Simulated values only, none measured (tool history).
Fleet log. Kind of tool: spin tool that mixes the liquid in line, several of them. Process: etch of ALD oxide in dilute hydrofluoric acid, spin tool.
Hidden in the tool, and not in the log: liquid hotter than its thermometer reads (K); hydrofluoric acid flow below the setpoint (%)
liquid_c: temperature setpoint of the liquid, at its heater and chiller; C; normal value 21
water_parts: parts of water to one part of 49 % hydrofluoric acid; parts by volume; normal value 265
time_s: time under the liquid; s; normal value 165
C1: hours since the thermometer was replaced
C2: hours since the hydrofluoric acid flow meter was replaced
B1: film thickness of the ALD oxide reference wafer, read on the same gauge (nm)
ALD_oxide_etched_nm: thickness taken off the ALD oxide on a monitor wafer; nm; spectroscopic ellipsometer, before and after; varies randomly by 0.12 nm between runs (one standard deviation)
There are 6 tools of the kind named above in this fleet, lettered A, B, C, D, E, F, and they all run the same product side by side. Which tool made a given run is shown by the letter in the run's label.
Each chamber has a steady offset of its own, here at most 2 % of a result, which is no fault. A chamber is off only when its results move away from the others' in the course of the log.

Run 1E, hour 8.6: usual settings; C1 1643.8; C2 1646.1; B1 99.996. Result: ALD_oxide_etched_nm 12.746 nm.
Run 2C, hour 17.2: usual settings; C1 267.5; C2 412.4; B1 100.01. Result: ALD_oxide_etched_nm 12.482 nm.
Run 3A, hour 28.2: usual settings; C1 1646.7; C2 1833.5; B1 99.939. Result: ALD_oxide_etched_nm 12.831 nm.
Run 4D, hour 40: usual settings; C1 1682.1; C2 134.2; B1 99.989. Result: ALD_oxide_etched_nm 12.742 nm.
Run 5F, hour 50.5: usual settings but liquid_c 23 C; C1 603.8; C2 470.7; B1 100.01. Result: ALD_oxide_etched_nm 13.729 nm.
Run 6B, hour 59: usual settings but liquid_c 23 C; C1 426.8; C2 68.2; B1 99.995. Result: ALD_oxide_etched_nm 13.863 nm.
Run 7C, hour 64.9: usual settings but liquid_c 23 C; C1 315.2; C2 460.1; B1 100. Result: ALD_oxide_etched_nm 13.41 nm.
Run 8E, hour 73: usual settings but liquid_c 23 C; C1 1708.2; C2 1710.5; B1 99.936. Result: ALD_oxide_etched_nm 14.012 nm.
Run 9A, hour 81.2: usual settings but liquid_c 23 C; C1 1699.7; C2 1886.5; B1 99.997. Result: ALD_oxide_etched_nm 13.945 nm.
Run 10D, hour 86.8: usual settings but liquid_c 23 C; C1 1728.9; C2 181; B1 100.04. Result: ALD_oxide_etched_nm 13.991 nm.
Run 11B, hour 95.6: usual settings; C1 463.4; C2 104.8; B1 100.01. Result: ALD_oxide_etched_nm 12.992 nm.
Run 12F, hour 103.8: usual settings; C1 657.1; C2 524; B1 100.01. Result: ALD_oxide_etched_nm 12.388 nm.
Run 13A, hour 109.5: usual settings; C1 1728; C2 1914.8; B1 99.991. Result: ALD_oxide_etched_nm 12.783 nm.
Run 14E, hour 116.3: usual settings; C1 1751.5; C2 1753.8; B1 99.971. Result: ALD_oxide_etched_nm 13.015 nm.
Run 15B, hour 126.7: usual settings; C1 494.5; C2 135.9; B1 100.04. Result: ALD_oxide_etched_nm 12.815 nm.
Run 16D, hour 136.4: usual settings; C1 1778.5; C2 230.6; B1 100. Result: ALD_oxide_etched_nm 12.96 nm.
Run 17F, hour 145: usual settings; C1 698.3; C2 565.2; B1 99.966. Result: ALD_oxide_etched_nm 12.322 nm.
Run 18C, hour 155.2: usual settings; C1 405.5; C2 550.4; B1 100.01. Result: ALD_oxide_etched_nm 12.899 nm.
Run 19E, hour 166.1: usual settings; C1 1801.3; C2 1803.6; B1 100.01. Result: ALD_oxide_etched_nm 12.872 nm.
Run 20C, hour 175.8: usual settings but time_s 225 s; C1 426.1; C2 571; B1 99.988. Result: ALD_oxide_etched_nm 17.295 nm.
Run 21A, hour 183.5: usual settings but time_s 225 s; C1 1802; C2 1988.8; B1 100.01. Result: ALD_oxide_etched_nm 17.842 nm.
Run 22F, hour 194.6: usual settings but time_s 225 s; C1 747.9; C2 614.8; B1 100. Result: ALD_oxide_etched_nm 16.939 nm.
Run 23D, hour 203.1: usual settings but time_s 225 s; C1 1845.2; C2 297.3; B1 99.978. Result: ALD_oxide_etched_nm 17.674 nm.
At hour 213.7: chamber B: thermometer replaced.
Run 24B, hour 213.7: usual settings but time_s 225 s; C1 0; C2 222.9; B1 100. Result: ALD_oxide_etched_nm 17.486 nm.
Run 25A, hour 226: usual settings but time_s 225 s; C1 1844.5; C2 2031.3; B1 99.998. Result: ALD_oxide_etched_nm 17.303 nm.
Run 26F, hour 233.4: usual settings; C1 786.7; C2 653.6; B1 100.01. Result: ALD_oxide_etched_nm 12.073 nm.
Run 27C, hour 239.2: usual settings; C1 489.5; C2 634.4; B1 99.983. Result: ALD_oxide_etched_nm 12.613 nm.
Run 28E, hour 244.6: usual settings; C1 1879.8; C2 1882.1; B1 100.02. Result: ALD_oxide_etched_nm 12.749 nm.
Run 29B, hour 255: usual settings; C1 41.3; C2 264.2; B1 100.02. Result: ALD_oxide_etched_nm 12.941 nm.
Run 30D, hour 261.3: usual settings; C1 1903.4; C2 355.5; B1 99.978. Result: ALD_oxide_etched_nm 12.976 nm.
Run 31B, hour 268.9: usual settings; C1 55.2; C2 278.1; B1 99.985. Result: ALD_oxide_etched_nm 12.841 nm.
Run 32E, hour 275: usual settings; C1 1910.2; C2 1912.5; B1 100. Result: ALD_oxide_etched_nm 12.784 nm.
Run 33D, hour 286.4: usual settings; C1 1928.5; C2 380.6; B1 100.01. Result: ALD_oxide_etched_nm 12.944 nm.
Run 34A, hour 294.9: usual settings; C1 1913.4; C2 2100.2; B1 100. Result: ALD_oxide_etched_nm 12.808 nm.
Run 35F, hour 300.2: usual settings; C1 853.5; C2 720.4; B1 100.02. Result: ALD_oxide_etched_nm 11.92 nm.
Run 36C, hour 307.5: usual settings but liquid_c 17.5 C, time_s 230 s; C1 557.8; C2 702.7; B1 99.994. Result: ALD_oxide_etched_nm 15.395 nm.
Run 37F, hour 315.2: usual settings but liquid_c 17.5 C, time_s 230 s; C1 868.5; C2 735.4; B1 100.02. Result: ALD_oxide_etched_nm 14.6 nm.
Run 38C, hour 322.8: usual settings but liquid_c 17.5 C, time_s 230 s; C1 573.1; C2 718; B1 99.993. Result: ALD_oxide_etched_nm 15.37 nm.
Run 39E, hour 331.7: usual settings but liquid_c 17.5 C, time_s 230 s; C1 1966.9; C2 1969.2; B1 99.995. Result: ALD_oxide_etched_nm 15.754 nm.
Run 40A, hour 340.4: usual settings but liquid_c 17.5 C, time_s 230 s; C1 1958.9; C2 2145.7; B1 99.962. Result: ALD_oxide_etched_nm 15.865 nm.

Is one chamber off against the others, does the gauge drift, or is nothing wrong? If a chamber is off, say which, and what the likeliest cause is.

Chamber F drifts away from the others.
Likeliest cause: hydrofluoric acid flow below the setpoint (%) = 6.84.
The log might look much the same if the cause were instead: liquid colder than its thermometer reads (K).

Here are 4 candidates for chamber F's next run, each the usual settings with a change, their results left as question marks. Which one brings its results back in line with what the others give on the usual settings?
Maximum distance from the other chambers' mean on the usual settings for a result to count as in line: ALD_oxide_etched_nm 0.42 nm
Run 41F-1, hour 349.2: usual settings but water_parts 260 parts by volume. Result: ALD_oxide_etched_nm ?.
Run 41F-2, hour 349.2: usual settings but water_parts 285 parts by volume. Result: ALD_oxide_etched_nm ?.
Run 41F-3, hour 349.2: usual settings but water_parts 270 parts by volume. Result: ALD_oxide_etched_nm ?.
Run 41F-4, hour 349.2: usual settings but water_parts 255 parts by volume, time_s 170 s. Result: ALD_oxide_etched_nm ?.

Mean of the other chambers on the usual settings: ALD_oxide_etched_nm 12.842 nm
  run  ALD_oxide_etched_nm
41F-1               12.101
41F-2               10.768
41F-3               11.536
41F-4               12.776
Change 41F-4 lands the chamber within the allowed miss of the other chambers.
